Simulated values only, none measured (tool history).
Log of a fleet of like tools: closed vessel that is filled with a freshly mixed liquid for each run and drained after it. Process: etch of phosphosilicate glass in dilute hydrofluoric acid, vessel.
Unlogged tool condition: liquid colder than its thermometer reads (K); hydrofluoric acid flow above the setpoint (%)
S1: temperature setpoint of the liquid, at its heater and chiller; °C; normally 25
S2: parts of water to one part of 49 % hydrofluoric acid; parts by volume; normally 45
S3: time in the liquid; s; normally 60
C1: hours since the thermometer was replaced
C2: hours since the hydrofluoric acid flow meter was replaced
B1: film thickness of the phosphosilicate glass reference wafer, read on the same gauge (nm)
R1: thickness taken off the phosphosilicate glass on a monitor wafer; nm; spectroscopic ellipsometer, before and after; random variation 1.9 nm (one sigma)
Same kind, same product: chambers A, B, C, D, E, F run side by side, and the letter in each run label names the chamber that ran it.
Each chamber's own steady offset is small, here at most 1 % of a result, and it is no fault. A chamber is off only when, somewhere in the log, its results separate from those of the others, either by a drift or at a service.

run 1B hour=4.9 | S1=25 S2=45 S3=60 | C1=986.3 C2=115.5 | B1=120.01 | R1=283.92
run 2E hour=14.1 | S1=25 S2=45 S3=60 | C1=1320.6 C2=1371 | B1=119.99 | R1=290.24
run 3C hour=20.6 | S1=25 S2=45 S3=60 | C1=1618.7 C2=579 | B1=120.01 | R1=289.4
run 4A hour=27.1 | S1=25 S2=45 S3=60 | C1=820.6 C2=798.9 | B1=119.99 | R1=285.5
run 5D hour=35.9 | S1=25 S2=45 S3=60 | C1=1068.9 C2=1054.3 | B1=119.98 | R1=287.65
run 6F hour=40.9 | S1=25 S2=45 S3=60 | C1=720.3 C2=67.1 | B1=120.01 | R1=291.07
run 7B hour=48 | S1=25 S2=45 S3=60 | C1=1029.4 C2=158.6 | B1=119.95 | R1=284.87
run 8D hour=54.5 | S1=25 S2=45 S3=60 | C1=1087.5 C2=1072.9 | B1=119.99 | R1=291.18
run 9A hour=63.5 | S1=25 S2=45 S3=60 | C1=857 C2=835.3 | B1=120.01 | R1=286.37
-- hour=70.7 chamber D: hydrofluoric acid flow meter replaced
run 10C hour=73.6 | S1=25 S2=45 S3=60 | C1=1671.7 C2=632 | B1=120.01 | R1=289.84
run 11E hour=82.3 | S1=25 S2=45 S3=60 | C1=1388.8 C2=1439.2 | B1=120.02 | R1=288.5
-- hour=85.5 chamber B: thermometer replaced
run 12F hour=93.2 | S1=25 S2=55 S3=60 | C1=772.6 C2=119.4 | B1=119.99 | R1=232.34
run 13B hour=103.1 | S1=25 S2=55 S3=60 | C1=17.7 C2=213.7 | B1=120 | R1=233.3
run 14F hour=109.3 | S1=25 S2=55 S3=60 | C1=788.7 C2=135.5 | B1=120.04 | R1=234.75
run 15D hour=115.4 | S1=25 S2=55 S3=60 | C1=1148.4 C2=44.8 | B1=120.01 | R1=232.2
run 16E hour=123.4 | S1=25 S2=55 S3=60 | C1=1429.9 C2=1480.3 | B1=119.98 | R1=229.97
run 17A hour=129.3 | S1=25 S2=55 S3=60 | C1=922.8 C2=901.1 | B1=119.94 | R1=231.86
run 18C hour=138 | S1=23.5 S2=30 S3=60 | C1=1736.1 C2=696.4 | B1=119.99 | R1=414.3
run 19A hour=145.4 | S1=23.5 S2=30 S3=60 | C1=938.9 C2=917.2 | B1=120.02 | R1=409.56
run 20D hour=151.7 | S1=23.5 S2=30 S3=60 | C1=1184.7 C2=81.1 | B1=119.98 | R1=415.12
run 21F hour=159.1 | S1=23.5 S2=30 S3=60 | C1=838.5 C2=185.3 | B1=119.98 | R1=416.79
run 22C hour=168.9 | S1=23.5 S2=30 S3=60 | C1=1767 C2=727.3 | B1=120.03 | R1=407.52
-- hour=169.7 chamber E: hydrofluoric acid flow meter replaced
run 23B hour=177.2 | S1=23.5 S2=30 S3=60 | C1=91.8 C2=287.8 | B1=120.03 | R1=411.69
run 24E hour=183.9 | S1=25 S2=45 S3=60 | C1=1490.4 C2=14.3 | B1=119.94 | R1=283.6
run 25E hour=190.7 | S1=25 S2=55 S3=60 | C1=1497.2 C2=21.1 | B1=119.98 | R1=226.04
run 26F hour=198 | S1=25 S2=55 S3=60 | C1=877.4 C2=224.2 | B1=119.97 | R1=235.51
run 27A hour=208.6 | S1=25 S2=55 S3=60 | C1=1002.1 C2=980.4 | B1=119.96 | R1=230.69
run 28D hour=215.4 | S1=25 S2=55 S3=60 | C1=1248.4 C2=144.8 | B1=119.98 | R1=231.67
run 29C hour=220.8 | S1=25 S2=55 S3=60 | C1=1818.9 C2=779.2 | B1=120.01 | R1=233.53
run 30B hour=228.2 | S1=25 S2=55 S3=60 | C1=142.8 C2=338.8 | B1=120 | R1=233.97
run 31B hour=236.5 | S1=25 S2=45 S3=60 | C1=151.1 C2=347.1 | B1=120.04 | R1=288.33
run 32D hour=247.6 | S1=25 S2=45 S3=60 | C1=1280.6 C2=177 | B1=119.97 | R1=286.56
run 33C hour=257.3 | S1=25 S2=45 S3=60 | C1=1855.4 C2=815.7 | B1=120 | R1=290.66
run 34E hour=264.6 | S1=26.5 S2=30 S3=60 | C1=1571.1 C2=95 | B1=120.01 | R1=441.47
run 35F hour=274 | S1=26.5 S2=30 S3=60 | C1=953.4 C2=300.2 | B1=120 | R1=475.69
run 36A hour=283.3 | S1=26.5 S2=30 S3=60 | C1=1076.8 C2=1055.1 | B1=119.97 | R1=464.15
run 37F hour=291.6 | S1=26.5 S2=30 S3=60 | C1=971 C2=317.8 | B1=120 | R1=478.37
run 38E hour=298 | S1=26.5 S2=30 S3=60 | C1=1604.5 C2=128.4 | B1=119.97 | R1=447.1
run 39C hour=303.5 | S1=26.5 S2=30 S3=60 | C1=1901.6 C2=861.9 | B1=120.06 | R1=467.9
run 40B hour=313 | S1=22 S2=45 S3=60 | C1=227.6 C2=423.6 | B1=119.98 | R1=253.5
run 41A hour=320.9 | S1=22 S2=45 S3=60 | C1=1114.4 C2=1092.7 | B1=119.98 | R1=254.83

Is one chamber off against the others, does the gauge drift, or is nothing wrong? If a chamber is off, say which, and what the likeliest cause is.

It is chamber E that slowly wanders off from its peers.
Most likely cause: liquid colder than its thermometer reads (K) = 1.72.

Here are 4 candidates for chamber E's next run, each the usual settings with a change, their results left as question marks. Which one brings its results back in line with what the others give on the usual settings?
Maximum distance from the other chambers' mean on the usual settings for a result to count as in line: R1 6.5 nm
run 42E-1 hour=329 | S1=23.5 S2=45 S3=60 | R1=?
run 42E-2 hour=329 | S1=24.5 S2=45 S3=60 | R1=?
run 42E-3 hour=329 | S1=26.5 S2=45 S3=60 | R1=?
run 42E-4 hour=329 | S1=25.5 S2=45 S3=60 | R1=?

The mean the other chambers reach with the usual settings: R1 288.34 nm
run=42E-1 R1=253.44
run=42E-2 R1=264.17
run=42E-3 R1=286.73
run=42E-4 R1=275.26
Change 42E-3 lands the chamber within the allowed miss of the other chambers.
